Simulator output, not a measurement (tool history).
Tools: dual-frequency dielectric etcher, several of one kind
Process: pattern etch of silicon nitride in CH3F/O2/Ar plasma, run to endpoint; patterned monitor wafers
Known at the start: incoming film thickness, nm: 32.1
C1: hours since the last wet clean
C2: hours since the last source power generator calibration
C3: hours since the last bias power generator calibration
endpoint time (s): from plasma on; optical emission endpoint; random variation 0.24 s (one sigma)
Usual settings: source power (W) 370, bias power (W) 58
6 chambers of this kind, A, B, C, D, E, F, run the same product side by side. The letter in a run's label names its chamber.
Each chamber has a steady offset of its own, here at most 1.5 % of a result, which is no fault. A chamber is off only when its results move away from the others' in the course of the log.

run 1A hour=9.3 | source_power_(W)=370 bias_power_(W)=58 | C1=144.4 C2=2775.6 C3=610.7 | endpoint_time_(s)=51.685
run 2E hour=19.6 | source_power_(W)=370 bias_power_(W)=58 | C1=360.9 C2=1774.3 C3=1944.9 | endpoint_time_(s)=50.842
run 3C hour=30.0 | source_power_(W)=370 bias_power_(W)=58 | C1=376.0 C2=537.0 C3=1372.3 | endpoint_time_(s)=51.623
run 4B hour=42.5 | source_power_(W)=370 bias_power_(W)=58 | C1=99.6 C2=3814.0 C3=1011.0 | endpoint_time_(s)=50.884
run 5F hour=56.3 | source_power_(W)=370 bias_power_(W)=58 | C1=402.3 C2=3097.3 C3=4912.0 | endpoint_time_(s)=51.616
run 6D hour=65.5 | source_power_(W)=370 bias_power_(W)=58 | C1=459.8 C2=1457.2 C3=4044.4 | endpoint_time_(s)=51.295
run 7A hour=75.2 | source_power_(W)=370 bias_power_(W)=58 | C1=210.3 C2=2841.5 C3=676.6 | endpoint_time_(s)=52.239
run 8F hour=85.9 | source_power_(W)=370 bias_power_(W)=58 | C1=431.9 C2=3126.9 C3=4941.6 | endpoint_time_(s)=51.494
run 9D hour=99.7 | source_power_(W)=370 bias_power_(W)=58 | C1=494.0 C2=1491.4 C3=4078.6 | endpoint_time_(s)=51.613
run 10E hour=107.3 | source_power_(W)=370 bias_power_(W)=58 | C1=448.6 C2=1862.0 C3=2032.6 | endpoint_time_(s)=50.741
-- hour=116.1 chamber E: wet clean of the chamber
run 11B hour=117.0 | source_power_(W)=370 bias_power_(W)=58 | C1=174.1 C2=3888.5 C3=1085.5 | endpoint_time_(s)=51.020
run 12C hour=129.8 | source_power_(W)=370 bias_power_(W)=58 | C1=475.8 C2=636.8 C3=1472.1 | endpoint_time_(s)=51.180
-- hour=134.5 chamber C: wet clean of the chamber
run 13E hour=137.3 | source_power_(W)=290 bias_power_(W)=71 | C1=21.3 C2=1892.0 C3=2062.6 | endpoint_time_(s)=52.476
run 14B hour=150.9 | source_power_(W)=290 bias_power_(W)=71 | C1=208.0 C2=3922.4 C3=1119.4 | endpoint_time_(s)=52.364
run 15C hour=160.2 | source_power_(W)=290 bias_power_(W)=71 | C1=25.7 C2=667.2 C3=1502.5 | endpoint_time_(s)=52.665
run 16D hour=167.8 | source_power_(W)=290 bias_power_(W)=71 | C1=562.1 C2=1559.5 C3=4146.7 | endpoint_time_(s)=52.879
-- hour=169.3 chamber F: bias power generator calibrated
-- hour=172.8 chamber B: source power generator calibrated
run 17A hour=181.7 | source_power_(W)=290 bias_power_(W)=71 | C1=316.8 C2=2948.0 C3=783.1 | endpoint_time_(s)=52.749
run 18F hour=189.8 | source_power_(W)=290 bias_power_(W)=71 | C1=535.8 C2=3230.8 C3=20.6 | endpoint_time_(s)=52.757
-- hour=191.3 chamber F: source power generator calibrated
run 19A hour=198.4 | source_power_(W)=370 bias_power_(W)=58 | C1=333.5 C2=2964.7 C3=799.8 | endpoint_time_(s)=51.981
run 20C hour=206.1 | source_power_(W)=370 bias_power_(W)=58 | C1=71.6 C2=713.1 C3=1548.4 | endpoint_time_(s)=51.346
run 21E hour=216.8 | source_power_(W)=370 bias_power_(W)=58 | C1=100.8 C2=1971.5 C3=2142.1 | endpoint_time_(s)=50.678
run 22F hour=227.9 | source_power_(W)=370 bias_power_(W)=58 | C1=573.9 C2=36.7 C3=58.7 | endpoint_time_(s)=51.794
run 23B hour=240.8 | source_power_(W)=370 bias_power_(W)=58 | C1=297.9 C2=68.0 C3=1209.3 | endpoint_time_(s)=50.888
run 24D hour=247.7 | source_power_(W)=370 bias_power_(W)=58 | C1=642.0 C2=1639.4 C3=4226.6 | endpoint_time_(s)=52.168
run 25C hour=259.0 | source_power_(W)=340 bias_power_(W)=65 | C1=124.5 C2=766.0 C3=1601.3 | endpoint_time_(s)=50.817
-- hour=269.5 chamber F: wet clean of the chamber
run 26D hour=273.6 | source_power_(W)=340 bias_power_(W)=65 | C1=667.9 C2=1665.3 C3=4252.5 | endpoint_time_(s)=52.035
run 27E hour=285.0 | source_power_(W)=340 bias_power_(W)=65 | C1=169.0 C2=2039.7 C3=2210.3 | endpoint_time_(s)=50.524
run 28A hour=300.0 | source_power_(W)=340 bias_power_(W)=65 | C1=435.1 C2=3066.3 C3=901.4 | endpoint_time_(s)=51.485
run 29F hour=310.7 | source_power_(W)=340 bias_power_(W)=65 | C1=41.2 C2=119.5 C3=141.5 | endpoint_time_(s)=51.434
run 30B hour=324.6 | source_power_(W)=340 bias_power_(W)=65 | C1=381.7 C2=151.8 C3=1293.1 | endpoint_time_(s)=50.808
-- hour=329.8 chamber B: wet clean of the chamber
run 31B hour=334.0 | source_power_(W)=320 bias_power_(W)=58 | C1=4.3 C2=161.2 C3=1302.5 | endpoint_time_(s)=53.621
run 32E hour=342.1 | source_power_(W)=320 bias_power_(W)=58 | C1=226.1 C2=2096.8 C3=2267.4 | endpoint_time_(s)=53.618
-- hour=348.9 chamber D: bias power generator calibrated
run 33C hour=353.2 | source_power_(W)=320 bias_power_(W)=58 | C1=218.7 C2=860.2 C3=1695.5 | endpoint_time_(s)=54.035
run 34D hour=368.2 | source_power_(W)=320 bias_power_(W)=58 | C1=762.5 C2=1759.9 C3=19.4 | endpoint_time_(s)=56.534
run 35F hour=376.6 | source_power_(W)=320 bias_power_(W)=58 | C1=107.1 C2=185.4 C3=207.4 | endpoint_time_(s)=54.805
run 36A hour=384.0 | source_power_(W)=320 bias_power_(W)=58 | C1=519.1 C2=3150.3 C3=985.4 | endpoint_time_(s)=55.045
run 37D hour=395.9 | source_power_(W)=370 bias_power_(W)=58 | C1=790.2 C2=1787.6 C3=47.1 | endpoint_time_(s)=53.713
run 38C hour=403.9 | source_power_(W)=370 bias_power_(W)=58 | C1=269.4 C2=910.9 C3=1746.2 | endpoint_time_(s)=51.011
run 39F hour=415.4 | source_power_(W)=370 bias_power_(W)=58 | C1=145.9 C2=224.2 C3=246.2 | endpoint_time_(s)=51.920
run 40A hour=422.3 | source_power_(W)=430 bias_power_(W)=49 | C1=557.4 C2=3188.6 C3=1023.7 | endpoint_time_(s)=51.411
run 41B hour=431.1 | source_power_(W)=430 bias_power_(W)=49 | C1=101.4 C2=258.3 C3=1399.6 | endpoint_time_(s)=50.922
run 42E hour=439.6 | source_power_(W)=430 bias_power_(W)=49 | C1=323.6 C2=2194.3 C3=2364.9 | endpoint_time_(s)=50.736
run 43E hour=446.5 | source_power_(W)=430 bias_power_(W)=49 | C1=330.5 C2=2201.2 C3=2371.8 | endpoint_time_(s)=50.755

What goes on in this fleet: one chamber off, a drifting gauge, or nothing beyond the chambers' own small offsets? Name the chamber and the cause, if any.

Chamber D drifts away from the others.
Cause: etch rate under this chamber's usual, % = 4.86.

Here are 4 candidates for chamber D's next run, each the usual settings with a change, their results left as question marks. Which one brings its results back in line with what the others give on the usual settings?
In line means no further than this from the other chambers' mean on the usual settings: endpoint time (s) 0.830
run 44D-1 hour=457.4 | source_power_(W)=390 bias_power_(W)=58 | endpoint_time_(s)=?
run 44D-2 hour=457.4 | source_power_(W)=360 bias_power_(W)=57 | endpoint_time_(s)=?
run 44D-3 hour=457.4 | source_power_(W)=370 bias_power_(W)=50 | endpoint_time_(s)=?
run 44D-4 hour=457.4 | source_power_(W)=370 bias_power_(W)=66 | endpoint_time_(s)=?

The other chambers' mean on the usual settings: endpoint time (s) 51.330
run=44D-1 endpoint_time_(s)=52.946
run=44D-2 endpoint_time_(s)=54.896
run=44D-3 endpoint_time_(s)=56.705
run=44D-4 endpoint_time_(s)=51.704
44D-4 brings the chamber back in line.
